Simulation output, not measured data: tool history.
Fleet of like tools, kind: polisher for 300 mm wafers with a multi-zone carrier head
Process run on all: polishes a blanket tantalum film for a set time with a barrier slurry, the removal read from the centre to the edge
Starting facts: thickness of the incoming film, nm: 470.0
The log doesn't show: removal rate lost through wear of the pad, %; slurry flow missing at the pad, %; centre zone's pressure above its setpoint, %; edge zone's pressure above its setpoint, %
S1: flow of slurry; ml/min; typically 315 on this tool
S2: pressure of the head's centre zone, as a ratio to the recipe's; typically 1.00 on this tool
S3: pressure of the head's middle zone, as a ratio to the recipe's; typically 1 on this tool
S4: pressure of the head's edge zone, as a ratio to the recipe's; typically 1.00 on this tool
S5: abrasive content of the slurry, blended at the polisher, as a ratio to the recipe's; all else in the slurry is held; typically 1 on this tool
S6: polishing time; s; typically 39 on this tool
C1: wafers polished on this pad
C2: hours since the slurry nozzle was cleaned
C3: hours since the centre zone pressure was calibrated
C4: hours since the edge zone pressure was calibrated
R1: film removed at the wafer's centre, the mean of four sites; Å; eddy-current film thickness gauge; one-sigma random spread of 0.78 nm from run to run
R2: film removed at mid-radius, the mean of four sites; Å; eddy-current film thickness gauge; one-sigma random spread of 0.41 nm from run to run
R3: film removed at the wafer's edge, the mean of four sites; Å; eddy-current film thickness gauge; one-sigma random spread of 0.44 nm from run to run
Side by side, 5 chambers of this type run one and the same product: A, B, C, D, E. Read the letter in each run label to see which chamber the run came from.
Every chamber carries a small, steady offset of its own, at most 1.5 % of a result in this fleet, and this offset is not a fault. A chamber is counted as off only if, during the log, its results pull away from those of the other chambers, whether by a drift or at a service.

{"hour": 0.1, "done": "chamber E: worn pad replaced by a new one"}
{"hour": 0.2, "done": "chamber A: worn pad replaced by a new one"}
{"hour": 2.5, "done": "chamber B: worn pad replaced by a new one"}
{"run": "1D", "hour": 6.0, "S1": 315, "S2": 1.0, "S3": 1, "S4": 1.0, "S5": 1, "S6": 39, "C1": 533, "C2": 625.0, "C3": 680.6, "C4": 460.1, "R1": 676.89, "R2": 660.38, "R3": 662.2}
{"hour": 6.1, "done": "chamber B: edge zone pressure recalibrated"}
{"run": "2E", "hour": 15.2, "S1": 315, "S2": 1.0, "S3": 1, "S4": 1.0, "S5": 1, "S6": 39, "C1": 153, "C2": 179.7, "C3": 551.1, "C4": 126.8, "R1": 668.17, "R2": 652.65, "R3": 667.97}
{"run": "3A", "hour": 23.2, "S1": 315, "S2": 1.0, "S3": 1, "S4": 1.0, "S5": 1, "S6": 39, "C1": 233, "C2": 515.1, "C3": 96.9, "C4": 816.7, "R1": 669.76, "R2": 665.35, "R3": 659.9}
{"run": "4B", "hour": 30.1, "S1": 315, "S2": 1.0, "S3": 1, "S4": 1.0, "S5": 1, "S6": 39, "C1": 280, "C2": 336.3, "C3": 503.1, "C4": 24.1, "R1": 654.95, "R2": 667.08, "R3": 654.21}
{"hour": 37.3, "done": "chamber C: slurry nozzle cleaned"}
{"run": "5C", "hour": 42.2, "S1": 250, "S2": 1.0, "S3": 1, "S4": 1.0, "S5": 1, "S6": 52, "C1": 763, "C2": 4.9, "C3": 72.0, "C4": 769.8, "R1": 865.67, "R2": 864.9, "R3": 864.34}
{"run": "6E", "hour": 50.8, "S1": 250, "S2": 1.0, "S3": 1, "S4": 1.0, "S5": 1, "S6": 52, "C1": 514, "C2": 215.3, "C3": 586.7, "C4": 162.4, "R1": 855.64, "R2": 846.18, "R3": 878.99}
{"run": "7C", "hour": 58.8, "S1": 250, "S2": 1.0, "S3": 1, "S4": 1.0, "S5": 1, "S6": 52, "C1": 931, "C2": 21.5, "C3": 88.6, "C4": 786.4, "R1": 880.13, "R2": 860.28, "R3": 866.46}
{"hour": 63.3, "done": "chamber A: edge zone pressure recalibrated"}
{"hour": 67.4, "done": "chamber A: worn pad replaced by a new one"}
{"hour": 67.9, "done": "chamber C: worn pad replaced by a new one"}
{"run": "8D", "hour": 69.4, "S1": 250, "S2": 1.0, "S3": 1, "S4": 1.0, "S5": 1, "S6": 52, "C1": 1176, "C2": 688.4, "C3": 744.0, "C4": 523.5, "R1": 845.83, "R2": 858.5, "R3": 873.86}
{"run": "9A", "hour": 81.0, "S1": 250, "S2": 1.0, "S3": 1, "S4": 1.0, "S5": 1, "S6": 52, "C1": 138, "C2": 572.9, "C3": 154.7, "C4": 17.8, "R1": 865.33, "R2": 860.05, "R3": 855.03}
{"hour": 82.8, "done": "chamber D: worn pad replaced by a new one"}
{"hour": 85.8, "done": "chamber E: worn pad replaced by a new one"}
{"run": "10B", "hour": 91.0, "S1": 315, "S2": 1.0, "S3": 1, "S4": 1.0, "S5": 1, "S6": 39, "C1": 897, "C2": 397.2, "C3": 564.0, "C4": 85.0, "R1": 665.46, "R2": 661.0, "R3": 655.25}
{"hour": 91.8, "done": "chamber B: worn pad replaced by a new one"}
{"hour": 95.2, "done": "chamber C: edge zone pressure recalibrated"}
{"run": "11C", "hour": 101.6, "S1": 315, "S2": 1.0, "S3": 1, "S4": 1.04, "S5": 1, "S6": 30, "C1": 341, "C2": 64.3, "C3": 131.4, "C4": 6.4, "R1": 505.09, "R2": 513.23, "R3": 522.32}
{"hour": 114.9, "done": "chamber A: slurry nozzle cleaned"}
{"run": "12A", "hour": 115.4, "S1": 315, "S2": 1.0, "S3": 1, "S4": 1.04, "S5": 1, "S6": 30, "C1": 487, "C2": 0.5, "C3": 189.1, "C4": 52.2, "R1": 512.29, "R2": 505.92, "R3": 523.33}
{"run": "13E", "hour": 127.0, "S1": 315, "S2": 1.0, "S3": 1, "S4": 1.04, "S5": 1, "S6": 30, "C1": 417, "C2": 291.5, "C3": 662.9, "C4": 238.6, "R1": 510.78, "R2": 503.36, "R3": 519.05}
{"hour": 130.8, "done": "chamber A: worn pad replaced by a new one"}
{"run": "14B", "hour": 135.2, "S1": 315, "S2": 1.0, "S3": 1, "S4": 1.04, "S5": 1, "S6": 30, "C1": 439, "C2": 441.4, "C3": 608.2, "C4": 129.2, "R1": 505.62, "R2": 517.55, "R3": 511.63}
{"run": "15D", "hour": 145.3, "S1": 315, "S2": 1.0, "S3": 1, "S4": 1.04, "S5": 1, "S6": 30, "C1": 634, "C2": 764.3, "C3": 819.9, "C4": 599.4, "R1": 498.62, "R2": 509.45, "R3": 530.98}
{"run": "16D", "hour": 151.6, "S1": 315, "S2": 1.0, "S3": 1, "S4": 1.0, "S5": 1, "S6": 39, "C1": 698, "C2": 770.6, "C3": 826.2, "C4": 605.7, "R1": 651.99, "R2": 660.0, "R3": 671.25}
{"run": "17A", "hour": 158.3, "S1": 315, "S2": 1.0, "S3": 1, "S4": 1.0, "S5": 1, "S6": 39, "C1": 279, "C2": 43.4, "C3": 232.0, "C4": 95.1, "R1": 658.19, "R2": 661.69, "R3": 670.59}
{"hour": 159.9, "done": "chamber E: edge zone pressure recalibrated"}
{"hour": 161.4, "done": "chamber C: worn pad replaced by a new one"}
{"run": "18C", "hour": 167.1, "S1": 315, "S2": 1.0, "S3": 1, "S4": 1.0, "S5": 1, "S6": 39, "C1": 58, "C2": 129.8, "C3": 196.9, "C4": 71.9, "R1": 660.52, "R2": 668.9, "R3": 654.91}
{"run": "19E", "hour": 175.2, "S1": 315, "S2": 1.0, "S3": 1, "S4": 1.0, "S5": 1, "S6": 39, "C1": 906, "C2": 339.7, "C3": 711.1, "C4": 15.4, "R1": 648.92, "R2": 658.68, "R3": 661.46}
{"hour": 176.0, "done": "chamber E: worn pad replaced by a new one"}
{"run": "20B", "hour": 182.7, "S1": 315, "S2": 1.0, "S3": 1, "S4": 1.0, "S5": 1, "S6": 39, "C1": 921, "C2": 488.9, "C3": 655.7, "C4": 176.7, "R1": 649.58, "R2": 665.79, "R3": 654.5}
{"hour": 187.7, "done": "chamber D: worn pad replaced by a new one"}
{"hour": 188.8, "done": "chamber B: worn pad replaced by a new one"}
{"run": "21A", "hour": 194.5, "S1": 315, "S2": 1.0, "S3": 1, "S4": 1.0, "S5": 1, "S6": 39, "C1": 645, "C2": 79.6, "C3": 268.2, "C4": 131.3, "R1": 642.32, "R2": 654.73, "R3": 661.16}
{"hour": 200.9, "done": "chamber A: worn pad replaced by a new one"}
{"run": "22B", "hour": 204.9, "S1": 315, "S2": 0.96, "S3": 1, "S4": 1.0, "S5": 1, "S6": 48, "C1": 164, "C2": 511.1, "C3": 677.9, "C4": 198.9, "R1": 784.53, "R2": 817.61, "R3": 799.64}
{"run": "23D", "hour": 211.0, "S1": 315, "S2": 0.96, "S3": 1, "S4": 1.0, "S5": 1, "S6": 48, "C1": 236, "C2": 830.0, "C3": 885.6, "C4": 665.1, "R1": 766.54, "R2": 814.87, "R3": 818.31}
{"run": "24C", "hour": 218.9, "S1": 315, "S2": 0.96, "S3": 1, "S4": 1.0, "S5": 1, "S6": 48, "C1": 583, "C2": 181.6, "C3": 248.7, "C4": 123.7, "R1": 771.2, "R2": 815.16, "R3": 807.27}
{"run": "25E", "hour": 231.0, "S1": 315, "S2": 0.96, "S3": 1, "S4": 1.0, "S5": 1, "S6": 48, "C1": 558, "C2": 395.5, "C3": 766.9, "C4": 71.2, "R1": 774.27, "R2": 814.46, "R3": 803.37}
{"run": "26D", "hour": 240.1, "S1": 315, "S2": 0.96, "S3": 1, "S4": 1.0, "S5": 1, "S6": 48, "C1": 531, "C2": 859.1, "C3": 914.7, "C4": 694.2, "R1": 787.92, "R2": 818.08, "R3": 816.83}
{"run": "27B", "hour": 249.3, "S1": 315, "S2": 1.0, "S3": 1, "S4": 1.0, "S5": 1, "S6": 39, "C1": 614, "C2": 555.5, "C3": 722.3, "C4": 243.3, "R1": 660.3, "R2": 664.26, "R3": 660.66}
{"hour": 256.3, "done": "chamber C: worn pad replaced by a new one"}
{"hour": 257.7, "done": "chamber D: slurry nozzle cleaned"}
{"hour": 262.4, "done": "chamber A: worn pad replaced by a new one"}
{"run": "28C", "hour": 263.1, "S1": 315, "S2": 1.0, "S3": 1, "S4": 1.1, "S5": 1, "S6": 39, "C1": 68, "C2": 225.8, "C3": 292.9, "C4": 167.9, "R1": 661.38, "R2": 671.64, "R3": 703.62}
{"run": "29A", "hour": 271.6, "S1": 315, "S2": 1.0, "S3": 1, "S4": 1.1, "S5": 1, "S6": 39, "C1": 93, "C2": 156.7, "C3": 345.3, "C4": 208.4, "R1": 662.27, "R2": 662.76, "R3": 697.6}
{"hour": 278.6, "done": "chamber E: worn pad replaced by a new one"}
{"run": "30E", "hour": 279.8, "S1": 315, "S2": 1.0, "S3": 1, "S4": 1.1, "S5": 1, "S6": 39, "C1": 12, "C2": 444.3, "C3": 815.7, "C4": 120.0, "R1": 662.23, "R2": 654.11, "R3": 699.67}
{"hour": 281.4, "done": "chamber B: worn pad replaced by a new one"}
{"run": "31D", "hour": 288.9, "S1": 315, "S2": 1.0, "S3": 1, "S4": 1.1, "S5": 1, "S6": 39, "C1": 1025, "C2": 31.2, "C3": 963.5, "C4": 743.0, "R1": 656.98, "R2": 666.72, "R3": 699.36}
{"run": "32E", "hour": 302.7, "S1": 315, "S2": 1.0, "S3": 1, "S4": 1.1, "S5": 1, "S6": 39, "C1": 244, "C2": 467.2, "C3": 838.6, "C4": 142.9, "R1": 648.85, "R2": 654.98, "R3": 694.11}
{"run": "33B", "hour": 315.1, "S1": 315, "S2": 1.0, "S3": 1, "S4": 1.0, "S5": 1, "S6": 39, "C1": 341, "C2": 621.3, "C3": 788.1, "C4": 309.1, "R1": 658.47, "R2": 661.96, "R3": 650.85}

Next, all 5 chambers run the settings below, one line each with question marks for the results. What does each chamber give?
{"run": "34A", "hour": 325.0, "S1": 315, "S2": 1.0, "S3": 1, "S4": 1.0, "S5": 1, "S6": 39, "R1": "?", "R2": "?", "R3": "?"}
{"run": "34B", "hour": 325.0, "S1": 315, "S2": 1.0, "S3": 1, "S4": 1.0, "S5": 1, "S6": 39, "R1": "?", "R2": "?", "R3": "?"}
{"run": "34C", "hour": 325.0, "S1": 315, "S2": 1.0, "S3": 1, "S4": 1.0, "S5": 1, "S6": 39, "R1": "?", "R2": "?", "R3": "?"}
{"run": "34D", "hour": 325.0, "S1": 315, "S2": 1.0, "S3": 1, "S4": 1.0, "S5": 1, "S6": 39, "R1": "?", "R2": "?", "R3": "?"}
{"run": "34E", "hour": 325.0, "S1": 315, "S2": 1.0, "S3": 1, "S4": 1.0, "S5": 1, "S6": 39, "R1": "?", "R2": "?", "R3": "?"}

run=34A R1=650.13 R2=655.77 R3=658.75
run=34B R1=663.05 R2=665.95 R3=651.41
run=34C R1=683.45 R2=667.70 R3=654.80
run=34D R1=648.28 R2=661.93 R3=663.41
run=34E R1=652.80 R2=654.92 R3=659.71
